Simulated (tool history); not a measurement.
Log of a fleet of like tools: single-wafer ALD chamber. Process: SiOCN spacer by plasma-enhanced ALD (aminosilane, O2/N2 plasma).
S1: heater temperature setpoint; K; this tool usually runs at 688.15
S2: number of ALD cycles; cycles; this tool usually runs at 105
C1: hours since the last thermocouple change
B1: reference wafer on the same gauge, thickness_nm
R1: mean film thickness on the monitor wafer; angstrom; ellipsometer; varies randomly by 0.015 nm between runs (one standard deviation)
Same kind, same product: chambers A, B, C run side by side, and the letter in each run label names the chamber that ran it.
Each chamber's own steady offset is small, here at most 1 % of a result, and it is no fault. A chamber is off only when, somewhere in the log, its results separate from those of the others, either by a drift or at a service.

Run 1C, hour 7.8: usual settings; C1 1251.1; B1 7.008. Result: R1 60.673 angstrom.
Run 2B, hour 16.4: usual settings; C1 1182.3; B1 7.0132. Result: R1 59.891 angstrom.
Run 3A, hour 25.6: usual settings; C1 42.9; B1 7.0077. Result: R1 60.876 angstrom.
Run 4C, hour 33.1: usual settings; C1 1276.4; B1 7.0128. Result: R1 60.525 angstrom.
Run 5B, hour 41.1: usual settings; C1 1207; B1 7.0089. Result: R1 60.146 angstrom.
Run 6A, hour 47.8: usual settings; C1 65.1; B1 7.0066. Result: R1 60.497 angstrom.
Run 7B, hour 57.5: usual settings; C1 1223.4; B1 7.0113. Result: R1 60.097 angstrom.
Run 8C, hour 67.8: usual settings; C1 1311.1; B1 7.0096. Result: R1 60.328 angstrom.
Run 9A, hour 75.9: usual settings; C1 93.2; B1 7.0127. Result: R1 60.818 angstrom.
Run 10A, hour 85.7: usual settings but S2 95 cycles; C1 103; B1 7.0115. Result: R1 54.837 angstrom.
Run 11B, hour 91.1: usual settings but S2 95 cycles; C1 1257; B1 7.0126. Result: R1 54.111 angstrom.
Run 12C, hour 100.2: usual settings but S2 95 cycles; C1 1343.5; B1 7.0101. Result: R1 54.744 angstrom.
Run 13C, hour 106.6: usual settings; C1 1349.9; B1 7.0107. Result: R1 60.305 angstrom.
Run 14A, hour 116.3: usual settings; C1 133.6; B1 7.0088. Result: R1 60.525 angstrom.
Run 15B, hour 126.1: usual settings; C1 1292; B1 7.009. Result: R1 59.898 angstrom.
Run 16B, hour 137: usual settings; C1 1302.9; B1 7.0108. Result: R1 60.084 angstrom.
Run 17C, hour 145.5: usual settings; C1 1388.8; B1 7.0091. Result: R1 60.455 angstrom.
Run 18A, hour 155.8: usual settings; C1 173.1; B1 7.0146. Result: R1 60.793 angstrom.
At hour 166.9: chamber C: thermocouple changed; heater temperature recalibrated.
Run 19B, hour 167: usual settings; C1 1332.9; B1 7.0069. Result: R1 60.056 angstrom.
Run 20C, hour 176.1: usual settings; C1 9.2; B1 7.0112. Result: R1 60.46 angstrom.
Run 21A, hour 181.5: usual settings; C1 198.8; B1 7.0119. Result: R1 60.605 angstrom.
Run 22A, hour 190: usual settings; C1 207.3; B1 7.0103. Result: R1 60.551 angstrom.
Run 23B, hour 201.2: usual settings; C1 1367.1; B1 7.0127. Result: R1 60.142 angstrom.
Run 24C, hour 211.7: usual settings; C1 44.8; B1 7.0099. Result: R1 60.639 angstrom.
Run 25B, hour 217.3: usual settings; C1 1383.2; B1 7.0137. Result: R1 60.04 angstrom.
Run 26C, hour 223.5: usual settings; C1 56.6; B1 7.0086. Result: R1 60.68 angstrom.
Run 27A, hour 232.3: usual settings; C1 249.6; B1 7.011. Result: R1 60.681 angstrom.
Run 28B, hour 239.3: usual settings; C1 1405.2; B1 7.015. Result: R1 59.938 angstrom.
Run 29A, hour 245.3: usual settings; C1 262.6; B1 7.011. Result: R1 60.662 angstrom.
Run 30C, hour 254.7: usual settings but S1 701.15 K, S2 111 cycles; C1 87.8; B1 7.0091. Result: R1 61.632 angstrom.
Run 31B, hour 263.8: usual settings but S1 701.15 K, S2 111 cycles; C1 1429.7; B1 7.011. Result: R1 60.84 angstrom.
Run 32A, hour 272.2: usual settings but S1 701.15 K, S2 111 cycles; C1 289.5; B1 7.0083. Result: R1 61.583 angstrom.
Run 33C, hour 278.2: usual settings; C1 111.3; B1 7.0113. Result: R1 60.693 angstrom.
Run 34A, hour 284.4: usual settings; C1 301.7; B1 7.0122. Result: R1 60.687 angstrom.
Run 35C, hour 295.5: usual settings but S1 681.15 K, S2 119 cycles; C1 128.6; B1 7.0061. Result: R1 70.43 angstrom.
Run 36B, hour 301.9: usual settings but S1 681.15 K, S2 119 cycles; C1 1467.8; B1 7.0091. Result: R1 69.222 angstrom.
Run 37B, hour 313.2: usual settings but S1 681.15 K, S2 119 cycles; C1 1479.1; B1 7.0095. Result: R1 69.393 angstrom.
Run 38A, hour 318.3: usual settings; C1 335.6; B1 7.0154. Result: R1 60.522 angstrom.

Which is it: a chamber that has drifted or been left off by a service, a gauge drift common to all chambers, or only each chamber's usual small offset? If a chamber is off, name it and its likeliest cause.

All chambers stay in line apart from their small fixed offsets, and the gauge does not drift.
